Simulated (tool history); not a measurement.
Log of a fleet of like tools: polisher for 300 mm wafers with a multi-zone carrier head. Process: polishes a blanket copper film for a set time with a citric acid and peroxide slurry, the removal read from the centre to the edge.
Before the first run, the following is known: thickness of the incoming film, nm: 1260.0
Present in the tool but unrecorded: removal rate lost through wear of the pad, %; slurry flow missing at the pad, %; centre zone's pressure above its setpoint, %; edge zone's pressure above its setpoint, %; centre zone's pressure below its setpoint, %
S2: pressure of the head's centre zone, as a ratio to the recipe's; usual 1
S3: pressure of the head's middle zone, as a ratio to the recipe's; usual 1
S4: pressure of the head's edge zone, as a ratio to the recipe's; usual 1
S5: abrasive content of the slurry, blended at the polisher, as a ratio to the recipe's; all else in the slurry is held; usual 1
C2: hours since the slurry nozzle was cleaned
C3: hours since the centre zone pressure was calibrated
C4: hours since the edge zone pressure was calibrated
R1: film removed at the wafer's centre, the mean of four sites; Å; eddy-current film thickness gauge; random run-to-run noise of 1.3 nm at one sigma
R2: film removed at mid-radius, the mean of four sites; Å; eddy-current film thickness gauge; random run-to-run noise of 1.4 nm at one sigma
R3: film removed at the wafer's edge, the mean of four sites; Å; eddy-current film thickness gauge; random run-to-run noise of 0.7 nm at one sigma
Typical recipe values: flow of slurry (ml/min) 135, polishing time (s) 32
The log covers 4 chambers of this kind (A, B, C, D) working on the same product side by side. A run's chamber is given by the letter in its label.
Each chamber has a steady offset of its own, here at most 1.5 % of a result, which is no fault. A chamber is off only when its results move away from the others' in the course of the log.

run 1A hour=9.5 | flow_of_slurry_(ml/min)=135 S2=1 S3=1 S4=1 S5=1 polishing_time_(s)=32 | wafers_polished_on_this_pad=423 C2=178 C3=135.2 C4=37.4 | R1=1032 R2=1053.9 R3=1032.8
run 2B hour=23.5 | flow_of_slurry_(ml/min)=135 S2=1 S3=1 S4=1 S5=1 polishing_time_(s)=32 | wafers_polished_on_this_pad=996 C2=553.4 C3=335.4 C4=423.9 | R1=1003.4 R2=1012.4 R3=1021.3
run 3D hour=33.9 | flow_of_slurry_(ml/min)=135 S2=1 S3=1 S4=1 S5=1 polishing_time_(s)=32 | wafers_polished_on_this_pad=657 C2=234.7 C3=741.3 C4=464.9 | R1=983.89 R2=1020.8 R3=1028.3
run 4C hour=42.6 | flow_of_slurry_(ml/min)=135 S2=1 S3=1 S4=1 S5=1 polishing_time_(s)=32 | wafers_polished_on_this_pad=833 C2=396.8 C3=343.7 C4=92.4 | R1=1043.8 R2=1009.6 R3=1030.9
-- hour=48.8 chamber B: worn pad replaced by a new one
run 5A hour=56.1 | flow_of_slurry_(ml/min)=135 S2=1.11 S3=1 S4=1 S5=1 polishing_time_(s)=23 | wafers_polished_on_this_pad=1139 C2=224.6 C3=181.8 C4=84 | R1=853.56 R2=730.48 R3=739.78
-- hour=57.9 chamber B: centre zone pressure recalibrated
run 6C hour=67.5 | flow_of_slurry_(ml/min)=135 S2=1.11 S3=1 S4=1 S5=1 polishing_time_(s)=23 | wafers_polished_on_this_pad=1215 C2=421.7 C3=368.6 C4=117.3 | R1=830.09 R2=724.34 R3=736.92
-- hour=69.9 chamber D: edge zone pressure recalibrated
-- hour=72.2 chamber A: worn pad replaced by a new one
run 7D hour=81.9 | flow_of_slurry_(ml/min)=135 S2=1.11 S3=1 S4=1 S5=1 polishing_time_(s)=23 | wafers_polished_on_this_pad=1393 C2=282.7 C3=789.3 C4=12 | R1=795.64 R2=738.1 R3=735.49
-- hour=88.8 chamber D: worn pad replaced by a new one
-- hour=92.6 chamber C: worn pad replaced by a new one
run 8B hour=94.4 | flow_of_slurry_(ml/min)=135 S2=1.11 S3=1 S4=1 S5=1 polishing_time_(s)=23 | wafers_polished_on_this_pad=700 C2=624.3 C3=36.6 C4=494.8 | R1=820.43 R2=713.4 R3=734.77
run 9C hour=106.2 | flow_of_slurry_(ml/min)=135 S2=1 S3=1 S4=1 S5=1 polishing_time_(s)=32 | wafers_polished_on_this_pad=209 C2=460.4 C3=407.3 C4=156 | R1=1023.6 R2=1006.8 R3=1026.8
run 10B hour=120.3 | flow_of_slurry_(ml/min)=135 S2=1 S3=1 S4=1 S5=1 polishing_time_(s)=32 | wafers_polished_on_this_pad=1097 C2=650.2 C3=62.5 C4=520.7 | R1=1021.8 R2=1005.7 R3=1022.5
-- hour=132.1 chamber B: worn pad replaced by a new one
run 11A hour=135.4 | flow_of_slurry_(ml/min)=135 S2=1 S3=1 S4=1 S5=1 polishing_time_(s)=32 | wafers_polished_on_this_pad=971 C2=303.9 C3=261.1 C4=163.3 | R1=1038.8 R2=995.16 R3=1027.3
-- hour=137.6 chamber D: slurry nozzle cleaned
run 12D hour=142.3 | flow_of_slurry_(ml/min)=135 S2=1 S3=1 S4=1 S5=1 polishing_time_(s)=32 | wafers_polished_on_this_pad=822 C2=4.7 C3=849.7 C4=72.4 | R1=1015.3 R2=1021.9 R3=1017.4
run 13B hour=149.2 | flow_of_slurry_(ml/min)=135 S2=1 S3=0.91 S4=1 S5=1 polishing_time_(s)=32 | wafers_polished_on_this_pad=263 C2=679.1 C3=91.4 C4=549.6 | R1=1027.1 R2=925.23 R3=1017.7
-- hour=149.7 chamber B: slurry nozzle cleaned
run 14C hour=156.6 | flow_of_slurry_(ml/min)=135 S2=1 S3=0.91 S4=1 S5=1 polishing_time_(s)=32 | wafers_polished_on_this_pad=982 C2=510.8 C3=457.7 C4=206.4 | R1=1007.4 R2=930.03 R3=1027.7
-- hour=160.3 chamber C: slurry nozzle cleaned
-- hour=163.4 chamber A: worn pad replaced by a new one
run 15A hour=167.4 | flow_of_slurry_(ml/min)=135 S2=1 S3=0.91 S4=1 S5=1 polishing_time_(s)=32 | wafers_polished_on_this_pad=62 C2=335.9 C3=293.1 C4=195.3 | R1=1014.6 R2=920.13 R3=1035.6
-- hour=179 chamber D: worn pad replaced by a new one
run 16D hour=179 | flow_of_slurry_(ml/min)=135 S2=1 S3=0.91 S4=1 S5=1 polishing_time_(s)=32 | wafers_polished_on_this_pad=0 C2=41.4 C3=886.4 C4=109.1 | R1=987 R2=955.47 R3=1030.3
-- hour=179.2 chamber C: worn pad replaced by a new one
run 17D hour=188.3 | flow_of_slurry_(ml/min)=135 S2=1 S3=1 S4=1 S5=1 polishing_time_(s)=22 | wafers_polished_on_this_pad=143 C2=50.7 C3=895.7 C4=118.4 | R1=683.2 R2=700.26 R3=707.97
run 18A hour=197.7 | flow_of_slurry_(ml/min)=135 S2=1 S3=1 S4=1 S5=1 polishing_time_(s)=22 | wafers_polished_on_this_pad=527 C2=366.2 C3=323.4 C4=225.6 | R1=706.05 R2=709.84 R3=712.3
run 19C hour=208.7 | flow_of_slurry_(ml/min)=135 S2=1 S3=1 S4=1 S5=1 polishing_time_(s)=22 | wafers_polished_on_this_pad=453 C2=48.5 C3=509.8 C4=258.5 | R1=687.8 R2=699.91 R3=708.22
-- hour=217.5 chamber B: worn pad replaced by a new one
run 20B hour=220.4 | flow_of_slurry_(ml/min)=135 S2=1 S3=1 S4=1 S5=1 polishing_time_(s)=22 | wafers_polished_on_this_pad=45 C2=70.8 C3=162.6 C4=620.8 | R1=692.55 R2=700.72 R3=704.53
run 21B hour=227.7 | flow_of_slurry_(ml/min)=135 S2=1 S3=1 S4=1 S5=1 polishing_time_(s)=32 | wafers_polished_on_this_pad=158 C2=78.1 C3=169.9 C4=628.1 | R1=1018.6 R2=1005.4 R3=1022.6
run 22C hour=236.3 | flow_of_slurry_(ml/min)=135 S2=1 S3=1 S4=1 S5=1 polishing_time_(s)=32 | wafers_polished_on_this_pad=877 C2=76.1 C3=537.4 C4=286.1 | R1=966.14 R2=1019.9 R3=1023.4
run 23D hour=248.2 | flow_of_slurry_(ml/min)=135 S2=1 S3=1 S4=1 S5=1 polishing_time_(s)=32 | wafers_polished_on_this_pad=1062 C2=110.6 C3=955.6 C4=178.3 | R1=1008.8 R2=1026.8 R3=1029.5
-- hour=252.9 chamber A: worn pad replaced by a new one
run 24A hour=262.4 | flow_of_slurry_(ml/min)=135 S2=1 S3=1 S4=1 S5=1 polishing_time_(s)=32 | wafers_polished_on_this_pad=146 C2=430.9 C3=388.1 C4=290.3 | R1=1030.7 R2=1022.5 R3=1037.1
-- hour=265.1 chamber D: worn pad replaced by a new one
-- hour=265.8 chamber D: centre zone pressure recalibrated
run 25D hour=273 | flow_of_slurry_(ml/min)=135 S2=1 S3=1 S4=1 S5=1 polishing_time_(s)=32 | wafers_polished_on_this_pad=122 C2=135.4 C3=7.2 C4=203.1 | R1=1003.8 R2=1033 R3=1023.5
run 26A hour=280.3 | flow_of_slurry_(ml/min)=135 S2=1 S3=1 S4=1 S5=1 polishing_time_(s)=32 | wafers_polished_on_this_pad=421 C2=448.8 C3=406 C4=308.2 | R1=1029.2 R2=1019.3 R3=1026.8
-- hour=281.4 chamber C: worn pad replaced by a new one
run 27B hour=289.6 | flow_of_slurry_(ml/min)=135 S2=1 S3=1 S4=1 S5=1 polishing_time_(s)=32 | wafers_polished_on_this_pad=1108 C2=140 C3=231.8 C4=690 | R1=1037.5 R2=1011.2 R3=1019.3
run 28C hour=301.1 | flow_of_slurry_(ml/min)=135 S2=1 S3=1 S4=1 S5=1 polishing_time_(s)=32 | wafers_polished_on_this_pad=302 C2=140.9 C3=602.2 C4=350.9 | R1=945.61 R2=1032.3 R3=1026.1
run 29C hour=314.1 | flow_of_slurry_(ml/min)=135 S2=1 S3=1 S4=1 S5=1 polishing_time_(s)=32 | wafers_polished_on_this_pad=502 C2=153.9 C3=615.2 C4=363.9 | R1=951.43 R2=1020 R3=1032.4
-- hour=323.4 chamber B: worn pad replaced by a new one
run 30B hour=323.9 | flow_of_slurry_(ml/min)=135 S2=1 S3=1 S4=1 S5=1 polishing_time_(s)=32 | wafers_polished_on_this_pad=8 C2=174.3 C3=266.1 C4=724.3 | R1=1014.6 R2=1015.7 R3=1009.8
run 31A hour=335.3 | flow_of_slurry_(ml/min)=135 S2=1 S3=1 S4=1 S5=1 polishing_time_(s)=32 | wafers_polished_on_this_pad=1265 C2=503.8 C3=461 C4=363.2 | R1=1050.1 R2=1052.4 R3=1023.5
-- hour=339.4 chamber A: worn pad replaced by a new one
run 32D hour=350.5 | flow_of_slurry_(ml/min)=135 S2=1 S3=1 S4=1 S5=1 polishing_time_(s)=32 | wafers_polished_on_this_pad=1312 C2=212.9 C3=84.7 C4=280.6 | R1=1027.1 R2=1026 R3=1033.9
run 33A hour=362.6 | flow_of_slurry_(ml/min)=135 S2=1 S3=1 S4=1 S5=1 polishing_time_(s)=32 | wafers_polished_on_this_pad=356 C2=531.1 C3=488.3 C4=390.5 | R1=1038 R2=1030.5 R3=1022.5
run 34B hour=370.5 | flow_of_slurry_(ml/min)=135 S2=1 S3=1 S4=1 S5=1 polishing_time_(s)=32 | wafers_polished_on_this_pad=723 C2=220.9 C3=312.7 C4=770.9 | R1=1027.4 R2=1018.8 R3=1029.7
-- hour=374.9 chamber C: worn pad replaced by a new one
run 35C hour=385.6 | flow_of_slurry_(ml/min)=135 S2=1 S3=1 S4=1 S5=1 polishing_time_(s)=32 | wafers_polished_on_this_pad=164 C2=225.4 C3=686.7 C4=435.4 | R1=899.82 R2=1005.3 R3=1039.1

Each of the 4 chambers runs these same settings next. Fill in every chamber's results:
run 36A hour=396.5 | flow_of_slurry_(ml/min)=135 S2=1 S3=1 S4=1 S5=1 polishing_time_(s)=32 | R1=? R2=? R3=?
run 36B hour=396.5 | flow_of_slurry_(ml/min)=135 S2=1 S3=1 S4=1 S5=1 polishing_time_(s)=32 | R1=? R2=? R3=?
run 36C hour=396.5 | flow_of_slurry_(ml/min)=135 S2=1 S3=1 S4=1 S5=1 polishing_time_(s)=32 | R1=? R2=? R3=?
run 36D hour=396.5 | flow_of_slurry_(ml/min)=135 S2=1 S3=1 S4=1 S5=1 polishing_time_(s)=32 | R1=? R2=? R3=?

run=36A R1=1030.5 R2=1037.8 R3=1035.3
run=36B R1=1032.9 R2=1011.9 R3=1016.1
run=36C R1=912.81 R2=1041.6 R3=1021
run=36D R1=1014.6 R2=1031 R3=1021
